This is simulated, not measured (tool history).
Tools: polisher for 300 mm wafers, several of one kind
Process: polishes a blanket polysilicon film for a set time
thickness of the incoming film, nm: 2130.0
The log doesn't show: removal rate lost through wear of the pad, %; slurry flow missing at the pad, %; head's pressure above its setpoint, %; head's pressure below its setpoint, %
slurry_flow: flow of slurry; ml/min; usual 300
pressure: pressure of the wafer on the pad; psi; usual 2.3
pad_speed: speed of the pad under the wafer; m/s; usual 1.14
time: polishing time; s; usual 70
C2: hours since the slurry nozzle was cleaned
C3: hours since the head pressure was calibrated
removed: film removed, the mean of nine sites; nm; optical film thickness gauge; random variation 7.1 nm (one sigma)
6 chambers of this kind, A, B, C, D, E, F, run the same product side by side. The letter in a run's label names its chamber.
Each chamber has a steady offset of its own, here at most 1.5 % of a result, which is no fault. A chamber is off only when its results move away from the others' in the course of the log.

Run 1F, day 0.075: usual settings; wafers polished on this pad 91; C2 329.1; C3 317.4. Result: removed 538.87 nm.
Run 2B, day 0.158: usual settings; wafers polished on this pad 264; C2 15.5; C3 632.2. Result: removed 524.37 nm.
Run 3C, day 0.296: usual settings; wafers polished on this pad 145; C2 503.2; C3 157.9. Result: removed 531.7 nm.
Run 4E, day 0.475: usual settings; wafers polished on this pad 724; C2 169.4; C3 414. Result: removed 516.15 nm.
At day 0.504: chamber D: worn pad replaced by a new one.
Run 5A, day 0.567: usual settings; wafers polished on this pad 599; C2 653.6; C3 111.8. Result: removed 519.99 nm.
Run 6D, day 0.683: usual settings; wafers polished on this pad 54; C2 707.5; C3 353.5. Result: removed 531.88 nm.
Run 7A, day 0.842: usual settings; wafers polished on this pad 681; C2 660.2; C3 118.4. Result: removed 526.24 nm.
Run 8C, day 0.925: usual settings; wafers polished on this pad 333; C2 518.3; C3 173. Result: removed 530.1 nm.
Run 9E, day 1.017: usual settings; wafers polished on this pad 887; C2 182.4; C3 427. Result: removed 537.71 nm.
At day 1.112: chamber A: worn pad replaced by a new one.
Run 10B, day 1.121: usual settings; wafers polished on this pad 552; C2 38.6; C3 655.3. Result: removed 538.81 nm.
Run 11D, day 1.25: usual settings; wafers polished on this pad 224; C2 721.1; C3 367.1. Result: removed 533.36 nm.
Run 12F, day 1.4: usual settings; wafers polished on this pad 489; C2 360.9; C3 349.2. Result: removed 519.36 nm.
Run 13C, day 1.546: usual settings; wafers polished on this pad 519; C2 533.2; C3 187.9. Result: removed 518.87 nm.
Run 14E, day 1.679: usual settings but slurry_flow 355 ml/min, time 92 s; wafers polished on this pad 1086; C2 198.3; C3 442.9. Result: removed 693.47 nm.
At day 1.683: chamber C: worn pad replaced by a new one.
Run 15F, day 1.771: usual settings but slurry_flow 355 ml/min, time 92 s; wafers polished on this pad 600; C2 369.8; C3 358.1. Result: removed 702.8 nm.
At day 1.871: chamber B: worn pad replaced by a new one.
Run 16D, day 1.875: usual settings but slurry_flow 355 ml/min, time 92 s; wafers polished on this pad 411; C2 736.1; C3 382.1. Result: removed 706.56 nm.
Run 17B, day 2.025: usual settings but slurry_flow 355 ml/min, time 92 s; wafers polished on this pad 46; C2 60.3; C3 677. Result: removed 719.14 nm.
At day 2.092: chamber E: worn pad replaced by a new one.
Run 18A, day 2.104: usual settings but slurry_flow 355 ml/min, time 92 s; wafers polished on this pad 298; C2 690.5; C3 148.7. Result: removed 715.68 nm.
At day 2.233: chamber F: worn pad replaced by a new one.
Run 19C, day 2.279: usual settings but slurry_flow 355 ml/min, time 92 s; wafers polished on this pad 179; C2 550.8; C3 205.5. Result: removed 699.99 nm.
Run 20D, day 2.388: usual settings; wafers polished on this pad 565; C2 748.4; C3 394.4. Result: removed 534.55 nm.
Run 21F, day 2.529: usual settings but slurry_flow 400 ml/min, time 93 s; wafers polished on this pad 88; C2 388; C3 376.3. Result: removed 706.85 nm.
Run 22A, day 2.675: usual settings but slurry_flow 400 ml/min, time 93 s; wafers polished on this pad 469; C2 704.2; C3 162.4. Result: removed 722.19 nm.
At day 2.762: chamber D: slurry nozzle cleaned.
Run 23B, day 2.762: usual settings but slurry_flow 400 ml/min, time 93 s; wafers polished on this pad 267; C2 78; C3 694.7. Result: removed 725.43 nm.
Run 24E, day 2.908: usual settings but slurry_flow 400 ml/min, time 93 s; wafers polished on this pad 244; C2 227.8; C3 472.4. Result: removed 724.88 nm.
Run 25F, day 3.021: usual settings but slurry_flow 400 ml/min, time 93 s; wafers polished on this pad 236; C2 399.8; C3 388.1. Result: removed 685.37 nm.
Run 26E, day 3.117: usual settings but slurry_flow 400 ml/min, time 93 s; wafers polished on this pad 307; C2 232.8; C3 477.4. Result: removed 719.32 nm.
Run 27D, day 3.204: usual settings but pressure 2 psi, time 61 s; wafers polished on this pad 810; C2 10.7; C3 414. Result: removed 395.12 nm.
At day 3.271: chamber A: worn pad replaced by a new one.
Run 28B, day 3.367: usual settings but pressure 2 psi, time 61 s; wafers polished on this pad 448; C2 92.5; C3 709.2. Result: removed 400.28 nm.
At day 3.408: chamber D: worn pad replaced by a new one.
Run 29A, day 3.5: usual settings but pressure 2 psi, time 61 s; wafers polished on this pad 69; C2 724; C3 182.2. Result: removed 398.71 nm.
Run 30C, day 3.621: usual settings but pressure 2 psi, time 61 s; wafers polished on this pad 582; C2 583; C3 237.7. Result: removed 398.26 nm.
Run 31C, day 3.712: usual settings but pressure 2 psi, time 61 s; wafers polished on this pad 609; C2 585.2; C3 239.9. Result: removed 391.5 nm.
At day 3.771: chamber F: slurry nozzle cleaned.
Run 32A, day 3.812: usual settings but pressure 2 psi, time 61 s; wafers polished on this pad 163; C2 731.5; C3 189.7. Result: removed 394.56 nm.
Run 33D, day 3.9: usual settings; wafers polished on this pad 148; C2 27.4; C3 430.7. Result: removed 535.86 nm.
At day 3.988: chamber C: worn pad replaced by a new one.
Run 34B, day 4.058: usual settings; wafers polished on this pad 656; C2 109.1; C3 725.8. Result: removed 533.06 nm.
Run 35E, day 4.15: usual settings; wafers polished on this pad 617; C2 257.6; C3 502.2. Result: removed 514.25 nm.
Run 36F, day 4.267: usual settings; wafers polished on this pad 609; C2 11.9; C3 418. Result: removed 486.1 nm.
Run 37C, day 4.412: usual settings; wafers polished on this pad 128; C2 602; C3 256.7. Result: removed 531.56 nm.

Is one chamber off against the others, does the gauge drift, or is nothing wrong? If a chamber is off, say which, and what the likeliest cause is.

Chamber F drifts away from the others.
Cause: head's pressure below its setpoint, % = 7.41.

Here are 4 candidates for chamber F's next run, each the usual settings with a change, their results left as question marks. Which one brings its results back in line with what the others give on the usual settings?
In line means no further than this from the other chambers' mean on the usual settings: removed 25 nm
Run 38F-1, day 4.538: usual settings but pressure 2.2 psi, time 67 s. Result: removed ?.
Run 38F-2, day 4.538: usual settings but pressure 2.2 psi, pad_speed 1.08 m/s, time 66 s. Result: removed ?.
Run 38F-3, day 4.538: usual settings but pressure 2.7 psi. Result: removed ?.
Run 38F-4, day 4.538: usual settings but pad_speed 1.22 m/s. Result: removed ?.

The other chambers' mean on the usual settings: removed 527.19 nm
  run  removed
38F-1   445.75
38F-2   415.84
38F-3   570.44
38F-4   521.02
38F-4 brings the chamber back in line.
